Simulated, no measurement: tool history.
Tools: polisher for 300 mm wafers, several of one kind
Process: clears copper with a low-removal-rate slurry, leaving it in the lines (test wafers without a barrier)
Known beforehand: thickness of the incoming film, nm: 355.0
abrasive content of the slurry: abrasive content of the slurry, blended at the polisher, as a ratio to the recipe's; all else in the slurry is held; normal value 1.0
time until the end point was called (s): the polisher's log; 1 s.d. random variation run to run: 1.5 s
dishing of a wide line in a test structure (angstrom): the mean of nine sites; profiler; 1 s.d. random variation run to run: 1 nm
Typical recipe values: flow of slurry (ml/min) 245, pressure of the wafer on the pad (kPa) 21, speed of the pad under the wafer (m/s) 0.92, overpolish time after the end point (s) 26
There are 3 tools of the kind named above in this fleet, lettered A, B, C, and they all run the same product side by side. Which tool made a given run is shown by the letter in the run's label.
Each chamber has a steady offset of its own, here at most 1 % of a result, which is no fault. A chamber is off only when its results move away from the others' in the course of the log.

run,day,flow of slurry (ml/min),pressure of the wafer on the pad (kPa),speed of the pad under the wafer (m/s),abrasive content of the slurry,overpolish time after the end point (s),wafers polished on this pad,hours since the slurry nozzle was cleaned,hours since the head pressure was calibrated,hours since the slurry blender was calibrated,time until the end point was called (s),dishing of a wide line in a test structure (angstrom)
1C,0.517,245,21,0.92,1.0,26,656,163.5,572.1,20.7,123.65,499.90
# day 0.650: chamber C: worn pad replaced by a new one
2A,0.975,245,21,0.92,1.0,26,357,65.8,458.7,88.0,124.86,520.55
# day 1.208: chamber A: head pressure recalibrated
3B,1.492,245,21,0.92,1.0,26,914,53.0,67.8,277.2,127.21,486.38
4A,2.004,245,21,0.92,1.0,26,539,90.5,19.2,112.7,124.75,489.01
5C,2.525,245,21,0.92,0.7,26,331,211.7,620.3,68.9,129.84,465.81
6B,2.900,245,21,0.92,0.7,26,1163,86.8,101.6,311.0,134.28,458.75
7A,3.425,245,21,0.92,0.7,26,789,124.6,53.3,146.8,135.49,494.88
# day 3.462: chamber B: worn pad replaced by a new one
8C,3.912,245,21,0.92,1.0,26,576,245.0,653.6,102.2,122.91,512.88
# day 3.979: chamber A: slurry blender recalibrated
9B,4.275,245,21,0.92,1.0,26,143,119.8,134.6,344.0,123.10,527.76
10A,4.579,245,21,0.92,1.0,26,993,152.3,81.0,14.4,128.73,506.83
11C,4.817,245,21,0.92,1.0,26,735,266.7,675.3,123.9,124.98,499.30
# day 5.000: chamber B: slurry blender recalibrated
# day 5.083: chamber C: worn pad replaced by a new one
12B,5.133,245,21,0.92,1.0,26,295,140.4,155.2,3.2,123.68,522.20
13A,5.496,245,21,0.92,1.0,26,1154,174.3,103.0,36.4,129.07,478.05
14B,5.908,215,21,0.92,1.0,34,431,159.0,173.8,21.8,129.15,609.32
15C,6.304,215,21,0.92,1.0,34,215,302.4,711.0,159.6,127.04,635.37
16C,6.679,215,21,0.92,1.0,34,282,311.4,720.0,168.6,126.55,614.68
17B,6.929,285,21,0.92,1.0,26,612,183.5,198.3,46.3,125.72,509.05
18A,7.433,285,21,0.92,1.0,26,1496,220.8,149.5,82.9,130.03,481.47
19A,7.762,285,21,0.92,1.0,26,1554,228.7,157.4,90.8,131.33,482.61
20B,8.317,245,21,0.92,1.0,26,856,216.8,231.6,79.6,124.47,496.63
21C,8.712,245,21,0.92,1.0,26,640,360.2,768.8,217.4,124.12,518.08
22B,9.200,245,21,0.92,1.0,26,1012,238.0,252.8,100.8,126.16,485.62

Does one chamber stand apart from the rest, does the shared gauge drift, or is all well apart from small per-chamber offsets? Give the chamber and the most likely cause, where there is one.

One chamber, A, drifts off from the rest bit by bit.
What lies behind it: removal rate lost through wear of the pad, % = 9.23.
From this log alone, it may not be told apart from: head's pressure below its setpoint, %.

Which of the 4 candidates below, each the usual settings with something changed and its results left as question marks, puts chamber A back in line with what the other chambers give on the usual settings?
In-line tolerance around the mean of the other chambers on the usual settings: time until the end point was called (s) 5.30; dishing of a wide line in a test structure (angstrom) 36.00
23A-1,9.596,245,19.3,0.84,1.0,26,,,,,?,?
23A-2,9.596,250,22.8,1.00,1.0,26,,,,,?,?
23A-3,9.596,245,21.4,0.96,1.0,26,,,,,?,?
23A-4,9.596,245,20.0,0.88,1.0,26,,,,,?,?

What the other chambers average on the usual settings: time until the end point was called (s) 124.77; dishing of a wide line in a test structure (angstrom) 503.11
run,time until the end point was called (s),dishing of a wide line in a test structure (angstrom)
23A-1,161.33,403.79
23A-2,114.16,546.58
23A-3,127.05,498.00
23A-4,148.50,434.54
With 23A-3, the chamber falls back in line with the rest.

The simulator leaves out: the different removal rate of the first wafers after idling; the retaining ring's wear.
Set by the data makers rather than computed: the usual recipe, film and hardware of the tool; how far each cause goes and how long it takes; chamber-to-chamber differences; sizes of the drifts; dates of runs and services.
